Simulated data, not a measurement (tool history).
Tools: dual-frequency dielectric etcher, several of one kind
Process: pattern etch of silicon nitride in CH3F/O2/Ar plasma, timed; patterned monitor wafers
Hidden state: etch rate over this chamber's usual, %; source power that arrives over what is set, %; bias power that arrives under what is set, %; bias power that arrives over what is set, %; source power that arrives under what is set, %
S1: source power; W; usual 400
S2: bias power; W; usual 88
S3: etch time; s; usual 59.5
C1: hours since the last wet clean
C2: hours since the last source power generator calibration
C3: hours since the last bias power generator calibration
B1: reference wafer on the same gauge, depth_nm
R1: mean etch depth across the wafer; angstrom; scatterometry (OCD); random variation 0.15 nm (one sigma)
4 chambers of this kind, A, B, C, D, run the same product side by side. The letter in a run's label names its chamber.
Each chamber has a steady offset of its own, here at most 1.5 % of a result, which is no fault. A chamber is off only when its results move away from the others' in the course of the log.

run   hour   S1  S2    S3     C1      C2      C3      B1      R1
 1B    3.5  400  88  59.5  169.1   690.8    2039   52.05     447
 2D    8.7  400  88  59.5    248  1007.4  1291.7  51.957  442.57
 3A   14.9  400  88  59.5  300.9  3773.1  1389.1  51.994  449.48
 4C   18.1  400  88  59.5   25.4  2782.2   702.9  51.974  450.66
 5C   21.1  400  88  59.5   28.4  2785.2   705.9  51.995  450.11
 6B   25.1  400  88  59.5  190.7   712.4  2060.6  52.043  449.62
 7D   28.6  400  88  59.5  267.9  1027.3  1311.6  52.008  441.15
 8A     33  400  88  59.5    319  3791.2  1407.2  52.023  448.56
 9B   36.4  400  88  59.5    202   723.7  2071.9  51.986  450.49
10D   41.3  400  67  59.5  280.6    1040  1324.3  52.009     401
11C   47.7  400  67  59.5     55  2811.8   732.5  52.011  407.39
12A   50.5  400  67  59.5  336.5  3808.7  1424.7   51.99  406.75
13D   54.1  400  67  59.5  293.4  1052.8  1337.1  51.987  402.56
14A   58.4  400  88  59.5  344.4  3816.6  1432.6  52.021  445.83
15B   64.1  400  88  59.5  229.7   751.4  2099.6   51.99  446.19
16C   68.3  400  88  59.5   75.6  2832.4   753.1  51.994  448.77
17D   72.4  400  88  59.5  311.7  1071.1  1355.4  52.024   439.8
18C   77.9  400  88  59.5   85.2    2842   762.7  51.944  449.09
19B   81.8  400  88  59.5  247.4   769.1  2117.3  51.995  449.89
20A   86.5  400  88  59.5  372.5  3844.7  1460.7  52.023  448.25
21D   90.5  400  88  59.5  329.8  1089.2  1373.5  52.027  441.84
22B     94  400  88  59.5  259.6   781.3  2129.5  52.011  450.29
23C     98  400  88  59.5  105.3  2862.1   782.8  51.984  448.71
24A    104  400  88  59.5    390  3862.2  1478.2  51.961  448.86
25B    109  400  88  59.5  274.6   796.3  2144.5  52.012  447.04
26C  113.1  490  76  59.5  120.4  2877.2   797.9  51.995  459.81
27D  116.6  490  76  59.5  355.9  1115.3  1399.6  51.999  453.61
28A  121.7  490  76  59.5  407.7  3879.9  1495.9  52.009  460.54

Next, every chamber runs the same settings. What will each give?
29A  126.4  400  106  59.5                   ?
29B  126.4  400  106  59.5                   ?
29C  126.4  400  106  59.5                   ?
29D  126.4  400  106  59.5                   ?

run      R1
29A  482.09
29B  477.44
29C   480.3
29D  472.19
